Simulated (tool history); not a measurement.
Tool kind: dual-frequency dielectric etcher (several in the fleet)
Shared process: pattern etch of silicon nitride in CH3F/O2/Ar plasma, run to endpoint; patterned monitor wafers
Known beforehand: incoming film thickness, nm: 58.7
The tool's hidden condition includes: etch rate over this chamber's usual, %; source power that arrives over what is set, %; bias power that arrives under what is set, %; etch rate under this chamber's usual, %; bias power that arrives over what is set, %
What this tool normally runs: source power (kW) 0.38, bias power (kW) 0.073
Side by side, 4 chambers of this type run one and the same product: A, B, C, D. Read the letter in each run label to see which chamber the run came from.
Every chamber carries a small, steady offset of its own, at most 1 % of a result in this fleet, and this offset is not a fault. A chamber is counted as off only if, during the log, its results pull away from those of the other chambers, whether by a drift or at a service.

run,hour,source power (kW),bias power (kW),hours since the last wet clean,hours since the last source power generator calibration,hours since the last bias power generator calibration,endpoint time (s)
# hour 0.9: chamber D: bias power generator calibrated
1D,10.3,0.38,0.073,49.2,2525.1,9.5,85.956
2A,15.6,0.38,0.073,404.7,2307.4,64.4,85.852
3C,25.6,0.38,0.073,295.4,1941.9,1141.4,85.83
# hour 30.2: chamber B: wet clean of the chamber
4B,36.3,0.38,0.073,6.2,1630,2626.2,85.53
5C,42,0.38,0.073,311.8,1958.3,1157.8,85.922
6B,49.8,0.38,0.073,19.7,1643.5,2639.7,86.286
7A,59.9,0.38,0.073,449,2351.7,108.7,85.806
# hour 64: chamber A: wet clean of the chamber
8D,64.9,0.38,0.073,103.8,2579.7,64.1,85.791
9C,75.6,0.38,0.073,345.4,1991.9,1191.4,85.497
10B,82.4,0.38,0.073,52.3,1676.1,2672.3,86.536
11A,93,0.38,0.073,29,2384.8,141.8,85.914
12D,98.5,0.38,0.073,137.4,2613.3,97.7,86.173
13B,108.9,0.38,0.073,78.8,1702.6,2698.8,85.961
14C,118.1,0.38,0.073,387.9,2034.4,1233.9,86.012
15D,127.9,0.38,0.073,166.8,2642.7,127.1,86.223
16A,136,0.38,0.073,72,2427.8,184.8,85.521
17C,145.5,0.38,0.073,415.3,2061.8,1261.3,85.802
18B,151.9,0.38,0.073,121.8,1745.6,2741.8,85.817
19D,160,0.38,0.073,198.9,2674.8,159.2,85.819
20A,169.8,0.38,0.073,105.8,2461.6,218.6,86.136
21D,177.5,0.38,0.073,216.4,2692.3,176.7,86.106
22C,183.2,0.38,0.073,453,2099.5,1299,85.523
23A,188.7,0.38,0.073,124.7,2480.5,237.5,85.594
24B,199.3,0.38,0.073,169.2,1793,2789.2,87.097
25A,205.3,0.38,0.087,141.3,2497.1,254.1,81.272
26D,215.6,0.38,0.087,254.5,2730.4,214.8,80.519
27C,220.7,0.38,0.087,490.5,2137,1336.5,80.203
# hour 225.1: chamber C: wet clean of the chamber
28B,227.6,0.38,0.087,197.5,1821.3,2817.5,81.336
29C,238.9,0.38,0.073,13.9,2155.2,1354.7,85.503

Has any chamber moved away from the others, gradually or after a service, or does the common gauge drift, or do the chambers differ only by their own small steady offsets? State the chamber and the most likely cause if one applies.

All chambers stay in line apart from their small fixed offsets, and the gauge does not drift.
